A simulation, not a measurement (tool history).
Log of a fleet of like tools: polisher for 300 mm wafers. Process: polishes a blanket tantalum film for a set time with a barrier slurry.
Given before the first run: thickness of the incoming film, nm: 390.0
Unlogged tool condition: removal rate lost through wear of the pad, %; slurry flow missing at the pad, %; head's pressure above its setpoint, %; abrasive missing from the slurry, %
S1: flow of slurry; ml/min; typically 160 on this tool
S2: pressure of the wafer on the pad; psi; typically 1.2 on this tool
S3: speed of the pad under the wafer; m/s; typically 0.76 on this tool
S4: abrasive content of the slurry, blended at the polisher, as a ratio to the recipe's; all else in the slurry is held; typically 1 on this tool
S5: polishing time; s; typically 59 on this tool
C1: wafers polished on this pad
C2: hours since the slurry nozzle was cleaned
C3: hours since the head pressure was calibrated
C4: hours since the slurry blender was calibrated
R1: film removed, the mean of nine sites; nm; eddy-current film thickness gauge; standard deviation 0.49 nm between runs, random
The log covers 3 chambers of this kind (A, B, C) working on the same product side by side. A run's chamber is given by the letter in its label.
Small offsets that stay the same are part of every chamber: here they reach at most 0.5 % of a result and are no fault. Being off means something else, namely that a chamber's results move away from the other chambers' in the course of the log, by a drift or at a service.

{"run": "1A", "hour": 9.9, "S1": 160, "S2": 1.2, "S3": 0.76, "S4": 1, "S5": 59, "C1": 821, "C2": 440.6, "C3": 452.4, "C4": 141.4, "R1": 37.857}
{"run": "2B", "hour": 18.7, "S1": 160, "S2": 1.2, "S3": 0.76, "S4": 1, "S5": 59, "C1": 517, "C2": 201.2, "C3": 393.1, "C4": 75.2, "R1": 37.738}
{"hour": 23.4, "done": "chamber C: worn pad replaced by a new one"}
{"run": "3C", "hour": 26.4, "S1": 160, "S2": 1.2, "S3": 0.76, "S4": 1, "S5": 59, "C1": 40, "C2": 240.1, "C3": 73.9, "C4": 177.9, "R1": 37.648}
{"hour": 27.3, "done": "chamber B: worn pad replaced by a new one"}
{"run": "4B", "hour": 35.8, "S1": 160, "S2": 1.2, "S3": 0.76, "S4": 1, "S5": 59, "C1": 113, "C2": 218.3, "C3": 410.2, "C4": 92.3, "R1": 38.22}
{"hour": 37.0, "done": "chamber A: worn pad replaced by a new one"}
{"run": "5C", "hour": 43.2, "S1": 160, "S2": 1.2, "S3": 0.76, "S4": 1, "S5": 59, "C1": 263, "C2": 256.9, "C3": 90.7, "C4": 194.7, "R1": 37.477}
{"run": "6A", "hour": 52.2, "S1": 160, "S2": 1.2, "S3": 0.76, "S4": 1, "S5": 59, "C1": 202, "C2": 482.9, "C3": 494.7, "C4": 183.7, "R1": 38.108}
{"run": "7B", "hour": 60.6, "S1": 160, "S2": 1.2, "S3": 0.76, "S4": 1, "S5": 59, "C1": 442, "C2": 243.1, "C3": 435, "C4": 117.1, "R1": 37.643}
{"hour": 65.5, "done": "chamber B: head pressure recalibrated"}
{"run": "8C", "hour": 67.4, "S1": 160, "S2": 1.2, "S3": 0.76, "S4": 1, "S5": 59, "C1": 584, "C2": 281.1, "C3": 114.9, "C4": 218.9, "R1": 37.805}
{"hour": 70.9, "done": "chamber C: worn pad replaced by a new one"}
{"hour": 76.4, "done": "chamber B: worn pad replaced by a new one"}
{"run": "9A", "hour": 77.0, "S1": 160, "S2": 1.2, "S3": 0.76, "S4": 1, "S5": 59, "C1": 531, "C2": 507.7, "C3": 519.5, "C4": 208.5, "R1": 37.478}
{"run": "10C", "hour": 86.1, "S1": 160, "S2": 1.2, "S3": 0.76, "S4": 1, "S5": 59, "C1": 202, "C2": 299.8, "C3": 133.6, "C4": 237.6, "R1": 37.747}
{"run": "11B", "hour": 93.6, "S1": 160, "S2": 1.2, "S3": 0.76, "S4": 1, "S5": 59, "C1": 229, "C2": 276.1, "C3": 28.1, "C4": 150.1, "R1": 38.974}
{"run": "12A", "hour": 101.8, "S1": 160, "S2": 1.2, "S3": 0.76, "S4": 1, "S5": 59, "C1": 860, "C2": 532.5, "C3": 544.3, "C4": 233.3, "R1": 38.766}
{"hour": 109.6, "done": "chamber B: slurry nozzle cleaned"}
{"run": "13B", "hour": 111.2, "S1": 160, "S2": 1.2, "S3": 0.76, "S4": 1, "S5": 59, "C1": 462, "C2": 1.7, "C3": 45.7, "C4": 167.7, "R1": 38.262}
{"run": "14A", "hour": 119.5, "S1": 160, "S2": 1.2, "S3": 0.76, "S4": 1, "S5": 59, "C1": 1095, "C2": 550.2, "C3": 562, "C4": 251, "R1": 37.742}
{"run": "15C", "hour": 123.9, "S1": 160, "S2": 1.2, "S3": 0.76, "S4": 1, "S5": 59, "C1": 703, "C2": 337.6, "C3": 171.4, "C4": 275.4, "R1": 37.872}
{"hour": 124.8, "done": "chamber C: worn pad replaced by a new one"}
{"hour": 131.6, "done": "chamber B: worn pad replaced by a new one"}
{"hour": 132.3, "done": "chamber A: worn pad replaced by a new one"}
{"run": "16C", "hour": 134.0, "S1": 160, "S2": 1.2, "S3": 0.76, "S4": 1, "S5": 59, "C1": 123, "C2": 347.7, "C3": 181.5, "C4": 285.5, "R1": 37.413}
{"run": "17A", "hour": 142.3, "S1": 160, "S2": 1.2, "S3": 0.76, "S4": 1, "S5": 59, "C1": 133, "C2": 573, "C3": 584.8, "C4": 273.8, "R1": 37.953}
{"hour": 150.1, "done": "chamber A: slurry nozzle cleaned"}
{"run": "18B", "hour": 150.6, "S1": 160, "S2": 1.2, "S3": 0.76, "S4": 1, "S5": 59, "C1": 252, "C2": 41.1, "C3": 85.1, "C4": 207.1, "R1": 37.392}
{"run": "19A", "hour": 155.3, "S1": 160, "S2": 1.2, "S3": 0.76, "S4": 1, "S5": 59, "C1": 306, "C2": 5.2, "C3": 597.8, "C4": 286.8, "R1": 38.269}
{"run": "20C", "hour": 164.5, "S1": 160, "S2": 1.2, "S3": 0.76, "S4": 1, "S5": 59, "C1": 528, "C2": 378.2, "C3": 212, "C4": 316, "R1": 37.892}
{"hour": 167.2, "done": "chamber C: worn pad replaced by a new one"}
{"run": "21B", "hour": 172.3, "S1": 160, "S2": 1.2, "S3": 0.76, "S4": 1, "S5": 59, "C1": 540, "C2": 62.8, "C3": 106.8, "C4": 228.8, "R1": 37.937}
{"run": "22B", "hour": 181.0, "S1": 160, "S2": 1.2, "S3": 0.76, "S4": 1, "S5": 59, "C1": 655, "C2": 71.5, "C3": 115.5, "C4": 237.5, "R1": 38.024}
{"hour": 184.2, "done": "chamber B: worn pad replaced by a new one"}
{"run": "23A", "hour": 191.1, "S1": 160, "S2": 1.2, "S3": 0.76, "S4": 1, "S5": 59, "C1": 781, "C2": 41, "C3": 633.6, "C4": 322.6, "R1": 38.291}
{"run": "24C", "hour": 199.4, "S1": 160, "S2": 1.2, "S3": 0.96, "S4": 0.9, "S5": 59, "C1": 428, "C2": 413.1, "C3": 246.9, "C4": 350.9, "R1": 46.489}
{"run": "25A", "hour": 205.0, "S1": 160, "S2": 1.2, "S3": 0.96, "S4": 0.9, "S5": 59, "C1": 965, "C2": 54.9, "C3": 647.5, "C4": 336.5, "R1": 47.231}
{"hour": 214.5, "done": "chamber C: worn pad replaced by a new one"}
{"run": "26B", "hour": 214.6, "S1": 160, "S2": 1.2, "S3": 0.96, "S4": 0.9, "S5": 59, "C1": 404, "C2": 105.1, "C3": 149.1, "C4": 271.1, "R1": 45.941}
{"hour": 216.1, "done": "chamber C: slurry nozzle cleaned"}
{"run": "27C", "hour": 223.0, "S1": 160, "S2": 1.2, "S3": 0.76, "S4": 1, "S5": 59, "C1": 113, "C2": 6.9, "C3": 270.5, "C4": 374.5, "R1": 37.886}

Is one chamber out of step, is the gauge drifting, or do the chambers differ by no more than their own small offsets? For an off chamber, give its letter and the likeliest cause.

No chamber stands off beyond its own small offset, and the gauge holds steady.

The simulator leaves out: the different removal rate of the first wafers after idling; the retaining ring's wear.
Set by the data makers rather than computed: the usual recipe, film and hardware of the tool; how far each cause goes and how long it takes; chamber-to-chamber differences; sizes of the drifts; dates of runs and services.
